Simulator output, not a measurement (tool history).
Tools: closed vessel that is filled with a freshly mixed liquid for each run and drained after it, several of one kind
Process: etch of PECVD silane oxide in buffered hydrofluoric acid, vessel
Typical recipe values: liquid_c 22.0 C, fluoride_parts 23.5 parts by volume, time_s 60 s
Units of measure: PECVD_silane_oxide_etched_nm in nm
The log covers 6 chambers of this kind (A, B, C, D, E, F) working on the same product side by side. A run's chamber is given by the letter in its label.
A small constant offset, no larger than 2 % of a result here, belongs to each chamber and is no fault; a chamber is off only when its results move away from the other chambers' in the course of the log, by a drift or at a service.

run,hour,liquid_c,fluoride_parts,time_s,"read-back film thickness of the PECVD silane oxide reference wafer, read on the same gauge (nm)",PECVD_silane_oxide_etched_nm
1C,6.8,22.0,23.5,60,90.007,47.655
2F,15.5,22.0,23.5,60,90.023,47.914
3E,23.0,22.0,23.5,60,89.996,47.082
4A,28.1,22.0,23.5,60,90.004,48.546
5B,34.4,22.0,23.5,60,89.993,47.763
6D,40.2,22.0,23.5,60,89.997,48.023
7C,46.5,22.0,23.5,60,89.991,47.569
8B,51.4,22.0,23.5,60,90.006,48.689
9E,56.8,22.0,23.5,60,90.008,47.384
10F,65.6,22.0,23.5,60,90.001,48.475
11D,74.4,22.0,23.5,60,89.991,49.110
# hour 80.3: chamber B: hydrofluoric acid flow meter replaced
12A,83.0,22.0,23.5,30,90.012,24.178
13C,92.4,22.0,23.5,30,90.007,23.712
14F,97.3,22.0,23.5,30,90.000,24.160
15B,103.4,22.0,23.5,30,90.017,24.051
16E,111.0,22.0,23.5,30,90.014,23.748
17D,118.3,22.0,23.5,30,89.993,24.134
18A,125.5,22.0,23.5,60,90.003,49.037
19F,132.1,22.0,23.5,60,90.007,48.857
20A,140.3,22.0,23.5,60,90.003,48.856
21C,147.8,22.0,23.5,60,89.994,47.528
22E,156.4,22.0,23.5,30,89.999,23.735
23B,164.5,22.0,23.5,30,90.001,23.941
24D,173.6,22.0,23.5,30,90.010,24.208
25F,181.5,22.0,23.5,30,90.002,24.350
26E,188.0,22.0,23.5,30,89.999,23.784
27A,192.4,22.0,23.5,30,89.985,24.934
28C,199.2,22.0,23.5,60,89.999,47.984
29B,204.0,22.0,23.5,60,89.996,47.950
30D,208.7,22.0,23.5,60,90.002,49.151
31C,215.1,22.0,23.5,60,89.996,47.957
32E,221.3,22.0,23.5,60,89.982,46.935
33B,230.1,25.5,23.5,45,89.981,44.045
# hour 235.1: chamber B: thermometer replaced
34D,238.9,25.5,23.5,45,89.992,43.847
35A,248.3,25.5,23.5,45,90.001,46.130
36F,255.6,25.5,23.5,45,89.992,44.078
37A,261.1,25.5,23.5,45,90.003,46.700
38F,265.5,25.5,23.5,45,89.991,44.029
39B,270.7,22.0,23.5,60,90.020,47.844
40E,279.5,22.0,23.5,60,89.993,47.514
41D,283.7,26.5,23.5,80,89.988,83.066

For the next run the whole fleet of 6 chambers uses the same settings. Give each chamber's results:
42A,290.6,22.0,23.5,60,,?
42B,290.6,22.0,23.5,60,,?
42C,290.6,22.0,23.5,60,,?
42D,290.6,22.0,23.5,60,,?
42E,290.6,22.0,23.5,60,,?
42F,290.6,22.0,23.5,60,,?

run,PECVD_silane_oxide_etched_nm
42A,52.044
42B,48.170
42C,46.782
42D,48.343
42E,47.318
42F,48.666

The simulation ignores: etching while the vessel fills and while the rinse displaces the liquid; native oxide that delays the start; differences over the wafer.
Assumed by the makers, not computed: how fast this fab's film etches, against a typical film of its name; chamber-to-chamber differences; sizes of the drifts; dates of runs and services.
